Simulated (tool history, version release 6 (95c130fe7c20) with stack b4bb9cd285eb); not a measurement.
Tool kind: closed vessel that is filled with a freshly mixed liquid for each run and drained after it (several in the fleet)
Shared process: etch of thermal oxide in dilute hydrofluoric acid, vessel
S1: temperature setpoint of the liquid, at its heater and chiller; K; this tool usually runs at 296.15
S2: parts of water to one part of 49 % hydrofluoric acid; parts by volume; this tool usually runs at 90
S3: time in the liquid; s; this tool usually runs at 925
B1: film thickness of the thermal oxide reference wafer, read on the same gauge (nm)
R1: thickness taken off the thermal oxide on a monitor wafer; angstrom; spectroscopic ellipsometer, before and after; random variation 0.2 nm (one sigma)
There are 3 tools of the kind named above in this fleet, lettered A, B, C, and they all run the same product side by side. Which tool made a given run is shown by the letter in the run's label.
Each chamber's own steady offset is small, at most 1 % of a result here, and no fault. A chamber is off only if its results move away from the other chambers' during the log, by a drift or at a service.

{"run": "1C", "hour": 4.3, "S1": 296.15, "S2": 90, "S3": 925, "B1": 30.004, "R1": 450.8}
{"run": "2B", "hour": 11.1, "S1": 296.15, "S2": 90, "S3": 925, "B1": 30.017, "R1": 456.48}
{"run": "3A", "hour": 18.3, "S1": 296.15, "S2": 90, "S3": 925, "B1": 30.003, "R1": 455.97}
{"run": "4C", "hour": 22.8, "S1": 296.15, "S2": 90, "S3": 925, "B1": 29.992, "R1": 450.77}
{"run": "5B", "hour": 30.1, "S1": 296.15, "S2": 90, "S3": 925, "B1": 29.995, "R1": 458.47}
{"run": "6A", "hour": 35.8, "S1": 296.15, "S2": 90, "S3": 925, "B1": 29.992, "R1": 454.83}
{"run": "7B", "hour": 41.0, "S1": 296.15, "S2": 90, "S3": 925, "B1": 29.997, "R1": 452.52}
{"run": "8C", "hour": 46.1, "S1": 296.15, "S2": 90, "S3": 925, "B1": 30.003, "R1": 452.54}
{"run": "9A", "hour": 53.4, "S1": 296.15, "S2": 90, "S3": 925, "B1": 29.987, "R1": 453.08}
{"run": "10A", "hour": 60.8, "S1": 296.15, "S2": 105, "S3": 925, "B1": 30.008, "R1": 382.93}
{"run": "11C", "hour": 64.2, "S1": 296.15, "S2": 105, "S3": 925, "B1": 30.03, "R1": 379.24}
{"run": "12B", "hour": 68.6, "S1": 296.15, "S2": 105, "S3": 925, "B1": 30.024, "R1": 382.81}
{"run": "13B", "hour": 73.8, "S1": 296.15, "S2": 90, "S3": 925, "B1": 30.015, "R1": 456.16}
{"run": "14A", "hour": 79.5, "S1": 296.15, "S2": 90, "S3": 925, "B1": 30.022, "R1": 451.48}
{"run": "15C", "hour": 85.6, "S1": 296.15, "S2": 90, "S3": 925, "B1": 29.995, "R1": 451.37}
{"run": "16B", "hour": 91.8, "S1": 296.15, "S2": 90, "S3": 925, "B1": 30.009, "R1": 454.5}
{"run": "17C", "hour": 97.0, "S1": 296.15, "S2": 90, "S3": 925, "B1": 29.999, "R1": 446.23}
{"run": "18A", "hour": 101.0, "S1": 296.15, "S2": 110, "S3": 925, "B1": 30.001, "R1": 361.69}
{"run": "19B", "hour": 104.3, "S1": 296.15, "S2": 110, "S3": 925, "B1": 29.988, "R1": 362.67}
{"run": "20A", "hour": 109.5, "S1": 296.15, "S2": 110, "S3": 925, "B1": 30.011, "R1": 363.55}
{"hour": 110.0, "done": "chamber C: thermometer replaced"}
{"run": "21C", "hour": 113.9, "S1": 296.15, "S2": 90, "S3": 925, "B1": 30.001, "R1": 446.94}
{"run": "22B", "hour": 119.2, "S1": 296.15, "S2": 90, "S3": 925, "B1": 29.997, "R1": 452.38}
{"run": "23A", "hour": 124.9, "S1": 296.15, "S2": 90, "S3": 925, "B1": 30, "R1": 457.13}
{"run": "24C", "hour": 128.3, "S1": 296.15, "S2": 90, "S3": 925, "B1": 30.007, "R1": 444.03}
{"run": "25B", "hour": 132.1, "S1": 298.15, "S2": 90, "S3": 470, "B1": 30.004, "R1": 251.64}
{"run": "26C", "hour": 139.1, "S1": 298.15, "S2": 90, "S3": 470, "B1": 30, "R1": 243.39}
{"run": "27A", "hour": 145.1, "S1": 298.15, "S2": 90, "S3": 470, "B1": 30.001, "R1": 247.11}
{"run": "28A", "hour": 152.2, "S1": 296.15, "S2": 90, "S3": 925, "B1": 29.999, "R1": 453.58}
{"run": "29C", "hour": 156.6, "S1": 299.15, "S2": 90, "S3": 925, "B1": 29.982, "R1": 503.53}
{"run": "30B", "hour": 160.9, "S1": 299.15, "S2": 90, "S3": 925, "B1": 29.995, "R1": 511.82}
{"run": "31B", "hour": 167.4, "S1": 299.15, "S2": 90, "S3": 925, "B1": 29.997, "R1": 516.49}
{"run": "32A", "hour": 174.2, "S1": 296.15, "S2": 90, "S3": 925, "B1": 30.019, "R1": 451.42}
{"run": "33C", "hour": 180.2, "S1": 296.15, "S2": 90, "S3": 925, "B1": 30.003, "R1": 444.49}
{"run": "34A", "hour": 185.2, "S1": 296.15, "S2": 90, "S3": 925, "B1": 29.989, "R1": 452.73}
{"run": "35B", "hour": 189.5, "S1": 296.15, "S2": 90, "S3": 925, "B1": 30.024, "R1": 456.67}
{"run": "36C", "hour": 193.5, "S1": 296.15, "S2": 90, "S3": 925, "B1": 30.002, "R1": 441.92}
{"run": "37C", "hour": 196.8, "S1": 296.15, "S2": 90, "S3": 925, "B1": 30.017, "R1": 444.63}
{"run": "38A", "hour": 203.0, "S1": 296.15, "S2": 90, "S3": 925, "B1": 29.99, "R1": 451.51}
{"run": "39B", "hour": 206.9, "S1": 296.15, "S2": 90, "S3": 925, "B1": 30, "R1": 457.18}
{"run": "40B", "hour": 213.7, "S1": 296.15, "S2": 90, "S3": 925, "B1": 30.002, "R1": 453.1}
{"run": "41C", "hour": 218.5, "S1": 296.15, "S2": 90, "S3": 925, "B1": 30, "R1": 439.51}
{"run": "42A", "hour": 221.8, "S1": 296.15, "S2": 90, "S3": 925, "B1": 30.008, "R1": 453.02}
{"run": "43A", "hour": 228.9, "S1": 296.15, "S2": 90, "S3": 925, "B1": 30.002, "R1": 452.54}
{"run": "44C", "hour": 233.6, "S1": 296.15, "S2": 90, "S3": 925, "B1": 30.018, "R1": 440.87}

Is one chamber off against the others, does the gauge drift, or is nothing wrong? If a chamber is off, say which, and what the likeliest cause is.

One chamber, C, drifts off from the rest bit by bit.
Cause: hydrofluoric acid flow below the setpoint (%) = 2.12.

Below are 4 candidate recipes for chamber C's next run, each the usual settings with a change, their results shown as question marks. Which of them brings C's results back in line with what the other chambers give on the usual settings?
To be in line, a result may differ from the other chambers' mean on the usual settings by at most: R1 6.9 angstrom
{"run": "45C-1", "hour": 238.9, "S1": 296.15, "S2": 90, "S3": 980, "R1": "?"}
{"run": "45C-2", "hour": 238.9, "S1": 296.15, "S2": 90, "S3": 900, "R1": "?"}
{"run": "45C-3", "hour": 238.9, "S1": 296.15, "S2": 90, "S3": 950, "R1": "?"}
{"run": "45C-4", "hour": 238.9, "S1": 296.15, "S2": 95, "S3": 925, "R1": "?"}

Mean of the other chambers on the usual settings: R1 454.28 angstrom
run=45C-1 R1=465.43
run=45C-2 R1=427.43
run=45C-3 R1=451.18
run=45C-4 R1=413.42
45C-3 is the one that brings the chamber's results back in line with the other chambers.
